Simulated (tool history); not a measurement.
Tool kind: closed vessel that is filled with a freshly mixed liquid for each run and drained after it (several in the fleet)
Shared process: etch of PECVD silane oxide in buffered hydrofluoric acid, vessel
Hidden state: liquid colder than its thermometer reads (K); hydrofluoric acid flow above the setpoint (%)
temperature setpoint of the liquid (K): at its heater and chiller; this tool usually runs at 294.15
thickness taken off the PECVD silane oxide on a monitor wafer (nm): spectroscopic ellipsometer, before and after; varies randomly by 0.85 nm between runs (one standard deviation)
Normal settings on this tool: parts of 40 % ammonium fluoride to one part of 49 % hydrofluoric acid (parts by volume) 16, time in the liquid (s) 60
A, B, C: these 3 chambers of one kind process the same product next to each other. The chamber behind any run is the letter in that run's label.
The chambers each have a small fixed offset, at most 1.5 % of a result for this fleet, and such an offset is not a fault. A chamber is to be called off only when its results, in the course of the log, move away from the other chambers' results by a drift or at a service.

run   hour  temperature setpoint of the liquid (K)  parts of 40 % ammonium fluoride to one part of 49 % hydrofluoric acid (parts by volume)  time in the liquid (s)  hours since the thermometer was replaced  hours since the hydrofluoric acid flow meter was replaced  read-back film thickness of the PECVD silane oxide reference wafer, read on the same gauge (nm)  thickness taken off the PECVD silane oxide on a monitor wafer (nm)
 1A    4.6                                  294.15                                                                                       16                      60                                    1199.1                                                     1304.4                                                                                           50.002                                                              160.44
 2C   12.5                                  294.15                                                                                       16                      60                                     794.2                                                      260.4                                                                                           50.008                                                               162.6
 3B   18.9                                  294.15                                                                                       16                      60                                     828.5                                                      904.5                                                                                           49.982                                                              161.76
 4A   24.5                                  294.15                                                                                       16                      60                                      1219                                                     1324.3                                                                                           50.038                                                              161.53
 5C   32.4                                  294.15                                                                                       16                      60                                     814.1                                                      280.3                                                                                           50.018                                                              163.25
 6B   41.1                                  294.15                                                                                       16                      60                                     850.7                                                      926.7                                                                                           50.013                                                              162.83
 7B   48.1                                  294.15                                                                                       16                      60                                     857.7                                                      933.7                                                                                           50.004                                                              162.69
 8A   57.2                                  294.15                                                                                     19.5                      85                                    1251.7                                                       1357                                                                                           49.991                                                              186.72
 9C   62.6                                  294.15                                                                                     19.5                      85                                     844.3                                                      310.5                                                                                            50.01                                                              190.46
10B   67.5                                  294.15                                                                                     19.5                      85                                     877.1                                                      953.1                                                                                           49.995                                                              189.24
11A   73.2                                  294.15                                                                                       16                      60                                    1267.7                                                       1373                                                                                           49.989                                                              161.05
12C   79.2                                  294.15                                                                                       16                      60                                     860.9                                                      327.1                                                                                           50.021                                                              163.43
13A     87                                  292.15                                                                                       16                      45                                    1281.5                                                     1386.8                                                                                            49.99                                                              109.66
14B   95.2                                  292.15                                                                                       16                      45                                     904.8                                                      980.8                                                                                           50.012                                                              109.95
15C  102.9                                  292.15                                                                                       16                      45                                     884.6                                                      350.8                                                                                           50.013                                                              109.37
16B  110.4                                  296.15                                                                                       16                      80                                       920                                                        996                                                                                           49.989                                                              244.14
17C  117.7                                  296.15                                                                                       16                      80                                     899.4                                                      365.6                                                                                           49.982                                                              241.15
18A  126.1                                  296.15                                                                                       16                      80                                    1320.6                                                     1425.9                                                                                           50.025                                                              246.26
19C  135.3                                  294.15                                                                                       16                      60                                       917                                                      383.2                                                                                           50.001                                                              161.49
20B  139.7                                  294.15                                                                                       16                      60                                     949.3                                                     1025.3                                                                                           49.983                                                              162.24
21A    148                                  294.15                                                                                       16                      60                                    1342.5                                                     1447.8                                                                                           50.015                                                              166.29
22B  152.6                                  292.15                                                                                     18.5                      60                                     962.2                                                     1038.2                                                                                           49.987                                                              126.65
     156.6  -- chamber B: hydrofluoric acid flow meter replaced
23A  161.2                                  292.15                                                                                     18.5                      60                                    1355.7                                                       1461                                                                                           49.966                                                              127.65
24C  167.1                                  292.15                                                                                     18.5                      60                                     948.8                                                        415                                                                                           50.012                                                              124.47
25A  173.6                                  294.15                                                                                       16                      60                                    1368.1                                                     1473.4                                                                                            50.01                                                              166.51
26B  182.2                                  294.15                                                                                       16                      60                                     991.8                                                       25.7                                                                                           50.023                                                              162.17
27C  189.3                                  294.15                                                                                       16                      60                                       971                                                      437.2                                                                                           50.011                                                              161.66

What goes on in this fleet: one chamber off, a drifting gauge, or nothing beyond the chambers' own small offsets? Name the chamber and the cause, if any.

Chamber A drifts away from the others.
Cause: hydrofluoric acid flow above the setpoint (%) = 4.03.
The log may not separate it from: liquid hotter than its thermometer reads (K).

Chamber A could run next with any of the 4 candidate recipes listed below; each alters the usual settings, and their results appear as question marks. Which one brings its results back in line with what the other chambers deliver on the usual settings?
In-line tolerance around the mean of the other chambers on the usual settings: thickness taken off the PECVD silane oxide on a monitor wafer (nm) 3
28A-1   196                                  294.15                                                                                     16.5                      60                                                                                                                                                                                                                                                                         ?
28A-2   196                                  294.15                                                                                     15.5                      60                                                                                                                                                                                                                                                                         ?
28A-3   196                                  293.15                                                                                       16                      60                                                                                                                                                                                                                                                                         ?
28A-4   196                                  294.65                                                                                     15.5                      60                                                                                                                                                                                                                                                                         ?

On the usual settings, the other chambers give on average: thickness taken off the PECVD silane oxide on a monitor wafer (nm) 162.28
  run  thickness taken off the PECVD silane oxide on a monitor wafer (nm)
28A-1                                                              161.81
28A-2                                                              172.03
28A-3                                                              157.53
28A-4                                                              176.98
It is 28A-1 that realigns the chamber with its peers.
